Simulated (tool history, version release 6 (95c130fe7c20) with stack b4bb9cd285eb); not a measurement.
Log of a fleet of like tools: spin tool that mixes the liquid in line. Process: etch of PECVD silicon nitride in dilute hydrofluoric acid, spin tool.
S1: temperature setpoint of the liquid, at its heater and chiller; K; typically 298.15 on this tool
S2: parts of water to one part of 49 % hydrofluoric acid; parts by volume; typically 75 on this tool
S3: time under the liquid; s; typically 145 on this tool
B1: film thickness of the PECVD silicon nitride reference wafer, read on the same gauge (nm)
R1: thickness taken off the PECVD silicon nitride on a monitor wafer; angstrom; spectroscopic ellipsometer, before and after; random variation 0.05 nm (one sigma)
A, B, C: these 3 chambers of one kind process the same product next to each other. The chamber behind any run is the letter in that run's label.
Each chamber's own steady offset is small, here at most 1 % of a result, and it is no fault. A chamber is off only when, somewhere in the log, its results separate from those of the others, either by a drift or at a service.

run	hour	S1	S2	S3	B1	R1
1C	10.9	298.15	75	145	110	50.501
2A	16.6	298.15	75	145	110.01	50.894
3B	27	298.15	75	145	110	50.304
4C	34.7	298.15	75	145	110.01	51.608
5B	46.8	298.15	75	145	109.99	50.643
6A	54.3	298.15	40	95	110.01	62.361
7A	61.4	298.15	40	95	109.99	62.724
8C	72.7	298.15	40	95	110.02	60.197
9B	81.5	298.15	40	185	109.99	121.04
10C	88.9	298.15	40	185	110.01	118.57
11B	94.4	298.15	40	185	109.99	121.75
12A	101.5	298.15	75	145	110	50.691
13C	108.8	298.15	75	145	110.01	50.553
14A	119.8	298.15	75	145	110	49.804
15B	131.7	298.15	75	145	110.01	50.093
16A	137.7	298.15	75	145	109.99	48.67
17C	144.8	298.15	75	225	109.99	77.645
# hour 152.9: chamber C: hydrofluoric acid flow meter replaced
18B	155.3	298.15	75	225	110	79.421
19A	166.5	298.15	75	225	109.99	75.77
20B	172.2	298.15	75	145	110.01	51.125
21C	180.9	298.15	75	145	110	50.863

Next, every chamber runs the same settings. What will each give?
22A	189.8	298.15	40	145		?
22B	189.8	298.15	40	145		?
22C	189.8	298.15	40	145		?

run	R1
22A	88.059
22B	94.934
22C	94.497

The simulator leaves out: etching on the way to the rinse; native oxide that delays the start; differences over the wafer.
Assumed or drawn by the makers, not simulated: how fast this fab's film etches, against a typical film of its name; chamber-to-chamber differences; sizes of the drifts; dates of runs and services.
